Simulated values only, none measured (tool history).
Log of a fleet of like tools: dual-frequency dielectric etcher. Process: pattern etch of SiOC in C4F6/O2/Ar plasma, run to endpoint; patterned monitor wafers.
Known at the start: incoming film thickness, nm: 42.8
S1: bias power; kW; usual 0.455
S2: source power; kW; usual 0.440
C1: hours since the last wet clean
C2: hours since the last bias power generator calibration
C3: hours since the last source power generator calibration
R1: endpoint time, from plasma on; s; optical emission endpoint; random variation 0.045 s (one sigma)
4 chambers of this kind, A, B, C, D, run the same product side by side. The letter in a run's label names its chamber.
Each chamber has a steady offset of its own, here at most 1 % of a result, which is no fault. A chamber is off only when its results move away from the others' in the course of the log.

Run 1D, day 0.146: usual settings; C1 229.2; C2 247.7; C3 957.5. Result: R1 14.447 s.
Run 2B, day 0.333: usual settings; C1 57.8; C2 46.5; C3 1881.6. Result: R1 14.412 s.
Run 3C, day 0.542: usual settings; C1 86.5; C2 2135.6; C3 2479.5. Result: R1 14.349 s.
Run 4A, day 0.796: usual settings; C1 129.5; C2 1653.6; C3 812.6. Result: R1 14.402 s.
Run 5C, day 1.000: usual settings; C1 97.5; C2 2146.6; C3 2490.5. Result: R1 14.345 s.
Run 6D, day 1.217: usual settings; C1 254.9; C2 273.4; C3 983.2. Result: R1 14.450 s.
Run 7B, day 1.450: usual settings; C1 84.6; C2 73.3; C3 1908.4. Result: R1 14.488 s.
Run 8A, day 1.662: usual settings; C1 150.3; C2 1674.4; C3 833.4. Result: R1 14.450 s.
Run 9D, day 1.904: usual settings; C1 271.4; C2 289.9; C3 999.7. Result: R1 14.387 s.
Run 10A, day 2.029: usual settings; C1 159.1; C2 1683.2; C3 842.2. Result: R1 14.407 s.
Run 11B, day 2.192: usual settings; C1 102.4; C2 91.1; C3 1926.2. Result: R1 14.395 s.
Run 12C, day 2.446: usual settings; C1 132.2; C2 2181.3; C3 2525.2. Result: R1 14.329 s.
Run 13D, day 2.617: usual settings; C1 288.5; C2 307.0; C3 1016.8. Result: R1 14.353 s.
Run 14A, day 2.842: usual settings; C1 178.6; C2 1702.7; C3 861.7. Result: R1 14.357 s.
Run 15C, day 3.100: usual settings; C1 147.9; C2 2197.0; C3 2540.9. Result: R1 14.318 s.
Run 16B, day 3.338: usual settings but S2 0.340 kW; C1 129.9; C2 118.6; C3 1953.7. Result: R1 15.913 s.
Run 17B, day 3.471: usual settings but S2 0.340 kW; C1 133.1; C2 121.8; C3 1956.9. Result: R1 15.839 s.
Run 18A, day 3.712: usual settings but S2 0.340 kW; C1 199.5; C2 1723.6; C3 882.6. Result: R1 15.798 s.
Run 19C, day 3.829: usual settings but S2 0.340 kW; C1 165.4; C2 2214.5; C3 2558.4. Result: R1 15.695 s.
Run 20D, day 4.012: usual settings; C1 322.0; C2 340.5; C3 1050.3. Result: R1 14.459 s.
Run 21B, day 4.258: usual settings; C1 152.0; C2 140.7; C3 1975.8. Result: R1 14.425 s.
Run 22A, day 4.412: usual settings; C1 216.3; C2 1740.4; C3 899.4. Result: R1 14.402 s.
Run 23D, day 4.562: usual settings; C1 335.2; C2 353.7; C3 1063.5. Result: R1 14.362 s.
Run 24C, day 4.771: usual settings but S1 0.385 kW, S2 0.500 kW; C1 188.0; C2 2237.1; C3 2581.0. Result: R1 14.505 s.

What goes on in this fleet: one chamber off, a drifting gauge, or nothing beyond the chambers' own small offsets? Name the chamber and the cause, if any.

No chamber stands off beyond its own small offset, and the gauge holds steady.

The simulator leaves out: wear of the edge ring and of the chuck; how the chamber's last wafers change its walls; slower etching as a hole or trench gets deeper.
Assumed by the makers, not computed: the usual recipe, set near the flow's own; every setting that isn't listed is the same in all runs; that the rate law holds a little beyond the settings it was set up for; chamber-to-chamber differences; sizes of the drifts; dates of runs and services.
